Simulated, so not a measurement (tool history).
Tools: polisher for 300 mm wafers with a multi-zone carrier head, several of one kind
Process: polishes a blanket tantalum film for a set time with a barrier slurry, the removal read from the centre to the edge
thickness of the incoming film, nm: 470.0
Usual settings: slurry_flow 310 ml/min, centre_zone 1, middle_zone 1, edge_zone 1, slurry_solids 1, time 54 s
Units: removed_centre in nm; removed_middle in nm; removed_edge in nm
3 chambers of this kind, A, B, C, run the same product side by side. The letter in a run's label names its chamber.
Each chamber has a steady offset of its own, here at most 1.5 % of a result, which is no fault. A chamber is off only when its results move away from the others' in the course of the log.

| run | day | slurry_flow | centre_zone | middle_zone | edge_zone | slurry_solids | time | wafers polished on this pad | hours since the slurry nozzle was cleaned | hours since the centre zone pressure was calibrated | hours since the edge zone pressure was calibrated | removed_centre | removed_middle | removed_edge |
|---|---|---|---|---|---|---|---|---|---|---|---|---|---|---|
| 1C | 0.288 | 310 | 1 | 1 | 1 | 1 | 54 | 948 | 293.6 | 237.6 | 180.1 | 68.403 | 69.1 | 71.651 |
|  | 0.504 | chamber B: worn pad replaced by a new one |
|  | 0.533 | chamber C: worn pad replaced by a new one |
| 2A | 0.542 | 310 | 1 | 1 | 1 | 1 | 54 | 749 | 29.4 | 873.9 | 531 | 69.108 | 67.174 | 67.215 |
| 3B | 0.975 | 310 | 1 | 1 | 1 | 1 | 54 | 146 | 159.9 | 532 | 150.5 | 69.115 | 69.116 | 69.591 |
| 4C | 1.312 | 310 | 1 | 1 | 1 | 1 | 54 | 241 | 318.2 | 262.2 | 204.7 | 68.265 | 67.25 | 69.68 |
| 5A | 1.529 | 310 | 0.91 | 1 | 1 | 1 | 54 | 1054 | 53.1 | 897.6 | 554.7 | 61.816 | 69.162 | 69.692 |
| 6B | 1.892 | 310 | 0.91 | 1 | 1 | 1 | 54 | 429 | 181.9 | 554 | 172.5 | 61.726 | 69.081 | 69.364 |
| 7C | 2.129 | 310 | 0.91 | 1 | 1 | 1 | 54 | 493 | 337.8 | 281.8 | 224.3 | 62.495 | 69.903 | 70.03 |
| 8A | 2.521 | 310 | 1 | 1 | 1 | 1 | 54 | 1360 | 76.9 | 921.4 | 578.5 | 69.261 | 67.9 | 70.555 |
|  | 2.525 | chamber B: slurry nozzle cleaned |
|  | 2.6 | chamber A: worn pad replaced by a new one |
| 9B | 2.933 | 310 | 1 | 1 | 1 | 1 | 54 | 751 | 9.8 | 579 | 197.5 | 68.964 | 69.868 | 69.2 |
| 10B | 3.375 | 310 | 1 | 1 | 1 | 1 | 54 | 887 | 20.4 | 589.6 | 208.1 | 68.292 | 68.904 | 69.761 |
| 11A | 3.758 | 310 | 1 | 1 | 1 | 1 | 54 | 358 | 106.6 | 951.1 | 608.2 | 69.121 | 68.815 | 69.221 |
|  | 3.817 | chamber C: worn pad replaced by a new one |
| 12C | 4.133 | 310 | 0.91 | 1 | 1 | 1 | 54 | 98 | 385.9 | 329.9 | 272.4 | 62.171 | 66.881 | 70.015 |
| 13B | 4.404 | 310 | 0.91 | 1 | 1 | 1 | 54 | 1205 | 45.1 | 614.3 | 232.8 | 62.316 | 68.978 | 67.242 |
| 14A | 4.842 | 310 | 0.91 | 1 | 1 | 1 | 54 | 693 | 132.6 | 977.1 | 634.2 | 61.992 | 68.956 | 68.067 |
|  | 4.904 | chamber B: worn pad replaced by a new one |
| 15C | 5.117 | 310 | 1 | 1 | 1 | 1 | 54 | 402 | 409.5 | 353.5 | 296 | 68.779 | 68.466 | 69.412 |
| 16B | 5.412 | 310 | 1 | 1 | 1 | 1 | 54 | 157 | 69.3 | 638.5 | 257 | 68.091 | 67.831 | 67.415 |
| 17A | 5.733 | 310 | 1 | 1 | 1 | 1 | 54 | 968 | 154 | 998.5 | 655.6 | 68.536 | 68.541 | 68.489 |
| 18C | 5.954 | 310 | 1 | 1 | 1 | 1 | 54 | 661 | 429.6 | 373.6 | 316.1 | 68.34 | 68.866 | 68.876 |
| 19C | 6.296 | 310 | 1 | 1 | 1 | 1 | 63 | 766 | 437.8 | 381.8 | 324.3 | 80.139 | 79.251 | 80.334 |
| 20B | 6.558 | 310 | 1 | 1 | 1 | 1 | 63 | 511 | 96.8 | 666 | 284.5 | 79.821 | 81.332 | 81.458 |
| 21A | 6.875 | 310 | 1 | 1 | 1 | 1 | 63 | 1321 | 181.4 | 1025.9 | 683 | 81.662 | 79.63 | 80.018 |
| 22B | 7.138 | 310 | 1 | 1 | 1 | 1 | 54 | 690 | 110.7 | 679.9 | 298.4 | 68.783 | 69.41 | 67.59 |
| 23C | 7.404 | 310 | 1 | 1 | 1 | 1 | 54 | 1108 | 464.4 | 408.4 | 350.9 | 68.513 | 68.366 | 68.138 |

What goes on in this fleet: one chamber off, a drifting gauge, or nothing beyond the chambers' own small offsets? Name the chamber and the cause, if any.

No chamber stands off beyond its own small offset, and the gauge holds steady.

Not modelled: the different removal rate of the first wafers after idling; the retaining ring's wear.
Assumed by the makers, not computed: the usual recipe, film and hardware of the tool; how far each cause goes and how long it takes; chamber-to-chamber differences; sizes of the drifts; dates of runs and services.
